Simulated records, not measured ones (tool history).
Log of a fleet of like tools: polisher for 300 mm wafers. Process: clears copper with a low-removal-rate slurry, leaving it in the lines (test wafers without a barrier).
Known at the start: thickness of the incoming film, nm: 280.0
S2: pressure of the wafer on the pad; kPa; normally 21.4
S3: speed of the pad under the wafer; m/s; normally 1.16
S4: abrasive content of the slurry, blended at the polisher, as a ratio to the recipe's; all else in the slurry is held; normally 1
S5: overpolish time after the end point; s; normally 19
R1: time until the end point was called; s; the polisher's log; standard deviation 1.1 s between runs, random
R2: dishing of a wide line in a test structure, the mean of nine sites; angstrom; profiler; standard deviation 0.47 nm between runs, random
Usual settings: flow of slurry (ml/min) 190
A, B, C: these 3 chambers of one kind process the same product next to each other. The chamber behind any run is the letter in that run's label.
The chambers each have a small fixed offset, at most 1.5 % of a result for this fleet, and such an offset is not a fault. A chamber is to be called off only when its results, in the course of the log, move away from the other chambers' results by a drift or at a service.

At hour 4.0: chamber A: worn pad replaced by a new one.
Run 1A, hour 7.2: usual settings. Result: R1 92.071 s, R2 306.99 angstrom.
At hour 10.3: chamber B: head pressure recalibrated.
At hour 10.8: chamber C: worn pad replaced by a new one.
Run 2B, hour 15.2: usual settings. Result: R1 92.698 s, R2 307.87 angstrom.
Run 3C, hour 22.4: usual settings. Result: R1 94.407 s, R2 295.02 angstrom.
Run 4A, hour 31.4: usual settings. Result: R1 91.470 s, R2 300.13 angstrom.
Run 5C, hour 38.0: usual settings. Result: R1 94.488 s, R2 289.63 angstrom.
Run 6B, hour 47.2: usual settings. Result: R1 92.215 s, R2 302.89 angstrom.
Run 7C, hour 52.0: usual settings. Result: R1 94.374 s, R2 295.15 angstrom.
Run 8B, hour 56.9: usual settings. Result: R1 92.210 s, R2 294.89 angstrom.
At hour 57.6: chamber B: worn pad replaced by a new one.
At hour 63.2: chamber A: slurry blender recalibrated.
Run 9A, hour 63.2: usual settings. Result: R1 92.411 s, R2 304.64 angstrom.
Run 10B, hour 67.7: usual settings. Result: R1 93.930 s, R2 297.63 angstrom.
Run 11C, hour 76.2: usual settings. Result: R1 94.770 s, R2 291.04 angstrom.
At hour 78.2: chamber A: head pressure recalibrated.
Run 12A, hour 82.0: usual settings. Result: R1 85.859 s, R2 314.15 angstrom.
At hour 82.4: chamber A: worn pad replaced by a new one.
Run 13C, hour 88.6: usual settings. Result: R1 94.066 s, R2 293.76 angstrom.
Run 14A, hour 96.3: usual settings. Result: R1 87.228 s, R2 315.24 angstrom.
Run 15B, hour 101.0: usual settings. Result: R1 93.422 s, R2 298.96 angstrom.
At hour 106.5: chamber C: slurry blender recalibrated.
Run 16B, hour 107.5: usual settings. Result: R1 93.939 s, R2 299.88 angstrom.
Run 17A, hour 115.0: usual settings. Result: R1 85.717 s, R2 306.27 angstrom.
Run 18C, hour 122.0: usual settings. Result: R1 93.342 s, R2 294.04 angstrom.
Run 19C, hour 126.4: usual settings. Result: R1 95.649 s, R2 291.98 angstrom.
At hour 129.9: chamber B: slurry blender recalibrated.
Run 20A, hour 132.8: usual settings. Result: R1 87.813 s, R2 310.17 angstrom.
Run 21B, hour 137.3: usual settings. Result: R1 94.696 s, R2 294.15 angstrom.
Run 22B, hour 141.9: usual settings. Result: R1 92.899 s, R2 300.83 angstrom.
Run 23A, hour 147.5: usual settings. Result: R1 87.591 s, R2 326.95 angstrom.

Which is it: a chamber that has drifted or been left off by a service, a gauge drift common to all chambers, or only each chamber's usual small offset? If a chamber is off, name it and its likeliest cause.

The work done on chamber A during a service left it standing apart from the others.
Likeliest cause: head's pressure above its setpoint, % = 6.28.

Below are 4 candidate recipes for chamber A's next run, each the usual settings with a change, their results shown as question marks. Which of them brings A's results back in line with what the other chambers give on the usual settings?
To be in line, a result may differ from the other chambers' mean on the usual settings by at most: R1 3.700 s; R2 16.00 angstrom
Run 24A-1, hour 154.4: usual settings but S2 22.1 kPa, S3 1.20 m/s. Result: R1 ?, R2 ?.
Run 24A-2, hour 154.4: usual settings but S2 20.0 kPa, S3 1.08 m/s. Result: R1 ?, R2 ?.
Run 24A-3, hour 154.4: usual settings but S2 23.4 kPa, S3 1.24 m/s. Result: R1 ?, R2 ?.
Run 24A-4, hour 154.4: usual settings but S2 20.7 kPa, S3 1.12 m/s. Result: R1 ?, R2 ?.

Other chambers, usual settings, mean: R1 93.900 s; R2 296.27 angstrom
  run      R1      R2
24A-1  81.106  326.94
24A-2  99.449  287.55
24A-3  73.849  345.66
24A-4  92.698  300.98
It is 24A-4 that realigns the chamber with its peers.

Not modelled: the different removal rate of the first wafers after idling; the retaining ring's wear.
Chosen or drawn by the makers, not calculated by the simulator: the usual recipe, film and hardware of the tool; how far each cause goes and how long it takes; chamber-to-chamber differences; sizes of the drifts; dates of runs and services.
